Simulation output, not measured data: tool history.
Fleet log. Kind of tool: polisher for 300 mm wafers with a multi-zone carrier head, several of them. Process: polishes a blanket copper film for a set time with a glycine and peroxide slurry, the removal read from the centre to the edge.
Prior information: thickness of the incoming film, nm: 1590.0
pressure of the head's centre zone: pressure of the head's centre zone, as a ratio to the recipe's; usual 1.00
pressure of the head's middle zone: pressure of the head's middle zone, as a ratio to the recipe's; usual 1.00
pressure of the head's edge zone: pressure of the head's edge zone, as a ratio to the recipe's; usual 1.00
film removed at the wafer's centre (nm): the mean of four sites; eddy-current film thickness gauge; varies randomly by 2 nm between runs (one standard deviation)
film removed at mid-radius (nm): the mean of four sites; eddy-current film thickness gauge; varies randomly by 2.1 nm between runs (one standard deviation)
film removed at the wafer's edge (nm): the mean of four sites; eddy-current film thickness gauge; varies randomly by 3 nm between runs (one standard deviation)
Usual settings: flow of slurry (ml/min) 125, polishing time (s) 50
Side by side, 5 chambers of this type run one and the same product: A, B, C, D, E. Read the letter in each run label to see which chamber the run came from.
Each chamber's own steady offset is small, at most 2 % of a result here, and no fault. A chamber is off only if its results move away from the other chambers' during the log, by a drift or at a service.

| run | hour | flow of slurry (ml/min) | pressure of the head's centre zone | pressure of the head's middle zone | pressure of the head's edge zone | polishing time (s) | film removed at the wafer's centre (nm) | film removed at mid-radius (nm) | film removed at the wafer's edge (nm) |
|---|---|---|---|---|---|---|---|---|---|
| 1E | 6.6 | 125 | 1.00 | 1.00 | 1.00 | 50 | 200.84 | 203.30 | 205.54 |
| 2B | 13.2 | 125 | 1.00 | 1.00 | 1.00 | 50 | 197.80 | 196.31 | 200.93 |
| 3D | 20.7 | 125 | 1.00 | 1.00 | 1.00 | 50 | 203.10 | 199.93 | 200.82 |
| 4C | 28.5 | 125 | 1.00 | 1.00 | 1.00 | 50 | 197.59 | 196.19 | 198.42 |
|  | 29.2 | chamber C: centre zone pressure recalibrated |
|  | 34.7 | chamber C: edge zone pressure recalibrated |
| 5A | 35.0 | 125 | 1.00 | 1.00 | 1.00 | 50 | 199.17 | 194.70 | 203.76 |
|  | 36.8 | chamber C: worn pad replaced by a new one |
|  | 42.3 | chamber E: worn pad replaced by a new one |
| 6B | 44.7 | 125 | 1.00 | 1.00 | 1.00 | 50 | 198.77 | 199.25 | 199.69 |
| 7E | 51.5 | 125 | 1.00 | 1.00 | 1.00 | 50 | 201.19 | 198.51 | 201.11 |
| 8C | 57.5 | 125 | 1.00 | 1.00 | 1.00 | 50 | 198.28 | 200.74 | 199.93 |
| 9D | 63.5 | 125 | 1.00 | 1.00 | 1.00 | 50 | 201.81 | 197.85 | 200.28 |
| 10A | 72.5 | 125 | 1.00 | 1.00 | 1.00 | 50 | 202.43 | 198.63 | 200.52 |
| 11B | 77.9 | 125 | 1.00 | 1.00 | 0.91 | 44 | 170.77 | 172.53 | 161.61 |
| 12E | 83.4 | 125 | 1.00 | 1.00 | 0.91 | 44 | 172.66 | 179.53 | 165.91 |
| 13D | 88.7 | 125 | 1.00 | 1.00 | 0.91 | 44 | 180.72 | 177.65 | 166.63 |
| 14A | 100.9 | 125 | 1.00 | 1.00 | 0.91 | 44 | 177.94 | 173.56 | 172.00 |
|  | 102.2 | chamber D: slurry nozzle cleaned |
| 15C | 112.8 | 125 | 1.00 | 1.00 | 0.91 | 44 | 175.09 | 171.69 | 166.84 |
|  | 118.4 | chamber A: worn pad replaced by a new one |
|  | 124.3 | chamber E: worn pad replaced by a new one |
| 16D | 124.7 | 110 | 1.08 | 1.00 | 1.00 | 50 | 208.56 | 192.13 | 197.64 |
|  | 129.6 | chamber D: worn pad replaced by a new one |
| 17E | 130.6 | 110 | 1.08 | 1.00 | 1.00 | 50 | 209.21 | 194.23 | 193.38 |
|  | 136.2 | chamber E: centre zone pressure recalibrated |
| 18B | 142.2 | 110 | 1.08 | 1.00 | 1.00 | 50 | 201.55 | 183.11 | 186.40 |
| 19A | 148.8 | 110 | 1.08 | 1.00 | 1.00 | 50 | 209.82 | 189.37 | 193.40 |
|  | 150.5 | chamber E: slurry nozzle cleaned |
| 20C | 156.7 | 110 | 1.08 | 1.00 | 1.00 | 50 | 208.32 | 188.13 | 198.42 |
| 21E | 167.9 | 125 | 1.00 | 1.00 | 1.00 | 50 | 198.76 | 200.04 | 198.15 |
|  | 170.9 | chamber B: worn pad replaced by a new one |
|  | 174.4 | chamber C: worn pad replaced by a new one |
| 22A | 177.8 | 125 | 1.00 | 1.00 | 1.00 | 50 | 201.99 | 197.18 | 202.39 |
| 23C | 184.2 | 125 | 1.00 | 1.00 | 1.00 | 50 | 197.92 | 194.42 | 202.78 |
|  | 188.6 | chamber A: slurry nozzle cleaned |
|  | 191.4 | chamber B: edge zone pressure recalibrated |
| 24D | 192.3 | 125 | 1.00 | 1.00 | 1.00 | 50 | 201.42 | 201.03 | 199.70 |
| 25B | 201.3 | 125 | 1.00 | 1.00 | 1.00 | 50 | 189.46 | 186.04 | 189.77 |
|  | 203.6 | chamber E: worn pad replaced by a new one |
| 26C | 211.2 | 125 | 1.00 | 1.00 | 1.00 | 50 | 198.77 | 197.86 | 199.21 |
| 27A | 217.3 | 125 | 1.00 | 1.00 | 1.00 | 50 | 197.09 | 196.05 | 199.36 |
|  | 223.7 | chamber D: edge zone pressure recalibrated |
| 28E | 226.6 | 125 | 1.00 | 1.00 | 1.00 | 50 | 196.54 | 199.94 | 199.78 |
| 29B | 236.1 | 125 | 1.00 | 1.00 | 1.00 | 50 | 178.28 | 181.77 | 188.42 |
| 30D | 241.5 | 125 | 1.00 | 0.96 | 1.00 | 50 | 200.66 | 194.45 | 202.61 |
| 31E | 248.6 | 125 | 1.00 | 0.96 | 1.00 | 50 | 198.28 | 194.53 | 199.70 |
| 32D | 256.4 | 125 | 1.00 | 0.96 | 1.00 | 50 | 202.56 | 195.15 | 201.49 |
| 33B | 267.2 | 125 | 1.00 | 0.96 | 1.00 | 50 | 176.75 | 176.53 | 188.65 |

The same settings go to every chamber for the next run, one line per chamber below. Forecast the results for each:
| 34A | 276.0 | 125 | 1.00 | 1.00 | 1.00 | 50 | ? | ? | ? |
| 34B | 276.0 | 125 | 1.00 | 1.00 | 1.00 | 50 | ? | ? | ? |
| 34C | 276.0 | 125 | 1.00 | 1.00 | 1.00 | 50 | ? | ? | ? |
| 34D | 276.0 | 125 | 1.00 | 1.00 | 1.00 | 50 | ? | ? | ? |
| 34E | 276.0 | 125 | 1.00 | 1.00 | 1.00 | 50 | ? | ? | ? |

| run | film removed at the wafer's centre (nm) | film removed at mid-radius (nm) | film removed at the wafer's edge (nm) |
|---|---|---|---|
| 34A | 198.08 | 194.99 | 194.28 |
| 34B | 176.83 | 178.85 | 188.66 |
| 34C | 195.52 | 197.58 | 198.72 |
| 34D | 200.31 | 198.13 | 199.52 |
| 34E | 200.02 | 200.89 | 206.20 |
